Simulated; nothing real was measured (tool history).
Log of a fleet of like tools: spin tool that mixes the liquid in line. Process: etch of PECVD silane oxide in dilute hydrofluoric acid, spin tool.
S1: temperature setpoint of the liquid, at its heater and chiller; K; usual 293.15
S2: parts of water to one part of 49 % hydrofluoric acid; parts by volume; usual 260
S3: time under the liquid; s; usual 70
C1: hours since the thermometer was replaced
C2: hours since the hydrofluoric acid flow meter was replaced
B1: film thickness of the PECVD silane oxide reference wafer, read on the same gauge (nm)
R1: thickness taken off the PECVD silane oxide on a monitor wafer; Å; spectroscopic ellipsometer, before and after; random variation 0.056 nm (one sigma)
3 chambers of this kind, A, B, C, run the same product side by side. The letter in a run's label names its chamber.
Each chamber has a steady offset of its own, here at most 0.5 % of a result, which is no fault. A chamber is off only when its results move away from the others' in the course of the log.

run   hour      S1   S2  S3      C1      C2      B1      R1
 1C   13.2  293.15  260  70   395.7   887.3  40.001  64.246
 2A   25.2  293.15  260  70   797.0   814.8  39.992  63.333
 3B   38.2  293.15  260  70   746.6  1760.7  40.006  62.227
 4A   46.5  293.15  260  70   818.3   836.1  40.001  64.705
 5B   54.2  293.15  260  70   762.6  1776.7  39.997  64.852
 6C   62.4  293.15  260  70   444.9   936.5  40.013  63.795
 7C   72.0  293.15  260  70   454.5   946.1  39.987  64.404
 8A   82.4  293.15  260  70   854.2   872.0  40.000  63.875
 9B   93.0  293.15  260  70   801.4  1815.5  40.013  64.007
10C  107.3  293.15  325  90   489.8   981.4  40.025  61.635
11A  120.5  293.15  325  90   892.3   910.1  40.008  62.383
12B  131.5  293.15  325  90   839.9  1854.0  40.011  62.061
13B  143.4  293.15  260  70   851.8  1865.9  40.005  63.652
14A  157.2  293.15  330  80   929.0   946.8  40.005  54.091
15C  170.0  293.15  330  80   552.5  1044.1  39.998  53.607
16A  184.0  293.15  330  80   955.8   973.6  39.994  53.983
17C  192.7  293.15  260  70   575.2  1066.8  40.002  64.466
18B  204.5  293.15  260  70   912.9  1927.0  40.027  63.233
19C  215.8  293.15  260  70   598.3  1089.9  40.003  64.657
20B  225.8  293.15  260  70   934.2  1948.3  39.991  64.151
21A  235.1  293.15  260  70  1006.9  1024.7  40.001  63.861
22B  244.6  293.15  260  70   953.0  1967.1  40.013  63.989
23A  252.5  293.15  260  70  1024.3  1042.1  40.013  63.943

Is one chamber off against the others, does the gauge drift, or is nothing wrong? If a chamber is off, say which, and what the likeliest cause is.

No chamber stands off beyond its own small offset, and the gauge holds steady.

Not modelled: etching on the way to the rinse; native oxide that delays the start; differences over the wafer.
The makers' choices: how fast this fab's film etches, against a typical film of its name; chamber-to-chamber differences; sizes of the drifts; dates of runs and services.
